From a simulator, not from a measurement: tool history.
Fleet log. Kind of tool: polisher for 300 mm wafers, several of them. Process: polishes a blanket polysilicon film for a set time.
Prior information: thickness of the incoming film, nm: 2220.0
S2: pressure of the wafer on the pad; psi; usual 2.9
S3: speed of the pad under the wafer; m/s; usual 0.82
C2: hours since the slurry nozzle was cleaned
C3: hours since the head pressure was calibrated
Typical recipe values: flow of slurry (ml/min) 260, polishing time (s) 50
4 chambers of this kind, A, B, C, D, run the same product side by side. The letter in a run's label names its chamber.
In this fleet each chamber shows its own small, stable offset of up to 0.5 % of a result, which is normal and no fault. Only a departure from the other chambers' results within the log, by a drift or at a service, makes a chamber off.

Run 1B, hour 13.7: usual settings; wafers polished on this pad 602; C2 265.1; C3 136.3. Result: film removed (Å) 3371.6.
Run 2C, hour 24.6: usual settings; wafers polished on this pad 248; C2 474.2; C3 191.3. Result: film removed (Å) 3380.4.
Run 3D, hour 38.5: usual settings; wafers polished on this pad 535; C2 246.3; C3 63.9. Result: film removed (Å) 3347.2.
Run 4A, hour 46.5: usual settings; wafers polished on this pad 649; C2 278.5; C3 1099.5. Result: film removed (Å) 3322.2.
Run 5B, hour 59.6: usual settings but S3 1.08 m/s, polishing time (s) 59; wafers polished on this pad 908; C2 311.0; C3 182.2. Result: film removed (Å) 5214.7.
Run 6C, hour 71.0: usual settings but S3 1.08 m/s, polishing time (s) 59; wafers polished on this pad 557; C2 520.6; C3 237.7. Result: film removed (Å) 5288.6.
Run 7D, hour 80.8: usual settings but S3 1.08 m/s, polishing time (s) 59; wafers polished on this pad 816; C2 288.6; C3 106.2. Result: film removed (Å) 5262.8.
At hour 88.7: chamber D: worn pad replaced by a new one.
Run 8A, hour 90.3: usual settings but S3 1.08 m/s, polishing time (s) 59; wafers polished on this pad 941; C2 322.3; C3 1143.3. Result: film removed (Å) 5133.3.
At hour 91.0: chamber B: worn pad replaced by a new one.
Run 9B, hour 102.2: usual settings; wafers polished on this pad 74; C2 353.6; C3 224.8. Result: film removed (Å) 3361.8.
Run 10A, hour 111.3: usual settings; wafers polished on this pad 1081; C2 343.3; C3 1164.3. Result: film removed (Å) 3387.2.
At hour 124.3: chamber A: worn pad replaced by a new one.
Run 11C, hour 125.8: usual settings; wafers polished on this pad 922; C2 575.4; C3 292.5. Result: film removed (Å) 3407.4.
Run 12D, hour 133.7: usual settings; wafers polished on this pad 300; C2 341.5; C3 159.1. Result: film removed (Å) 3348.6.
Run 13D, hour 143.4: usual settings but flow of slurry (ml/min) 175, polishing time (s) 66; wafers polished on this pad 364; C2 351.2; C3 168.8. Result: film removed (Å) 4295.0.
At hour 144.6: chamber C: worn pad replaced by a new one.
Run 14B, hour 153.1: usual settings but flow of slurry (ml/min) 175, polishing time (s) 66; wafers polished on this pad 413; C2 404.5; C3 275.7. Result: film removed (Å) 4163.6.
Run 15A, hour 162.0: usual settings but flow of slurry (ml/min) 175, polishing time (s) 66; wafers polished on this pad 251; C2 394.0; C3 1215.0. Result: film removed (Å) 4259.0.
At hour 170.4: chamber A: slurry nozzle cleaned.
Run 16C, hour 170.9: usual settings but flow of slurry (ml/min) 175, polishing time (s) 66; wafers polished on this pad 175; C2 620.5; C3 337.6. Result: film removed (Å) 4206.9.
Run 17B, hour 184.2: usual settings; wafers polished on this pad 620; C2 435.6; C3 306.8. Result: film removed (Å) 3279.9.
Run 18A, hour 194.2: usual settings; wafers polished on this pad 465; C2 23.8; C3 1247.2. Result: film removed (Å) 3397.0.
Run 19D, hour 207.5: usual settings; wafers polished on this pad 791; C2 415.3; C3 232.9. Result: film removed (Å) 3452.2.
Run 20C, hour 216.3: usual settings; wafers polished on this pad 478; C2 665.9; C3 383.0. Result: film removed (Å) 3365.4.
Run 21B, hour 227.5: usual settings; wafers polished on this pad 908; C2 478.9; C3 350.1. Result: film removed (Å) 3273.8.
At hour 228.3: chamber A: head pressure recalibrated.
At hour 234.4: chamber D: worn pad replaced by a new one.
Run 22D, hour 235.0: usual settings; wafers polished on this pad 4; C2 442.8; C3 260.4. Result: film removed (Å) 3373.8.
Run 23A, hour 244.4: usual settings but flow of slurry (ml/min) 305, polishing time (s) 43; wafers polished on this pad 799; C2 74.0; C3 16.1. Result: film removed (Å) 2944.1.
Run 24C, hour 252.2: usual settings but flow of slurry (ml/min) 305, polishing time (s) 43; wafers polished on this pad 717; C2 701.8; C3 418.9. Result: film removed (Å) 2938.3.
At hour 258.4: chamber B: worn pad replaced by a new one.
At hour 265.3: chamber D: slurry nozzle cleaned.
Run 25D, hour 265.7: usual settings but flow of slurry (ml/min) 305, polishing time (s) 43; wafers polished on this pad 208; C2 0.5; C3 291.1. Result: film removed (Å) 2953.3.
At hour 274.1: chamber C: slurry nozzle cleaned.
Run 26A, hour 275.0: usual settings but flow of slurry (ml/min) 305, polishing time (s) 43; wafers polished on this pad 1003; C2 104.6; C3 46.7. Result: film removed (Å) 2974.0.
Run 27C, hour 284.5: usual settings; wafers polished on this pad 932; C2 10.4; C3 451.2. Result: film removed (Å) 3397.5.
At hour 289.5: chamber C: worn pad replaced by a new one.
Run 28B, hour 294.5: usual settings; wafers polished on this pad 240; C2 545.9; C3 417.1. Result: film removed (Å) 3202.1.
Run 29A, hour 306.4: usual settings but polishing time (s) 66; wafers polished on this pad 1212; C2 136.0; C3 78.1. Result: film removed (Å) 4437.4.
Run 30B, hour 321.3: usual settings but polishing time (s) 66; wafers polished on this pad 419; C2 572.7; C3 443.9. Result: film removed (Å) 4163.3.
Run 31D, hour 334.8: usual settings but polishing time (s) 66; wafers polished on this pad 668; C2 69.6; C3 360.2. Result: film removed (Å) 4446.9.
Run 32C, hour 348.5: usual settings but polishing time (s) 66; wafers polished on this pad 392; C2 74.4; C3 515.2. Result: film removed (Å) 4499.7.

Predict what each chamber gives when all 4 of them run the settings below next.
Run 33A, hour 359.3: usual settings but flow of slurry (ml/min) 175. Result: film removed (Å) ?.
Run 33B, hour 359.3: usual settings but flow of slurry (ml/min) 175. Result: film removed (Å) ?.
Run 33C, hour 359.3: usual settings but flow of slurry (ml/min) 175. Result: film removed (Å) ?.
Run 33D, hour 359.3: usual settings but flow of slurry (ml/min) 175. Result: film removed (Å) ?.

run  film removed (Å)
33A            3247.3
33B            2975.1
33C            3264.5
33D            3253.0
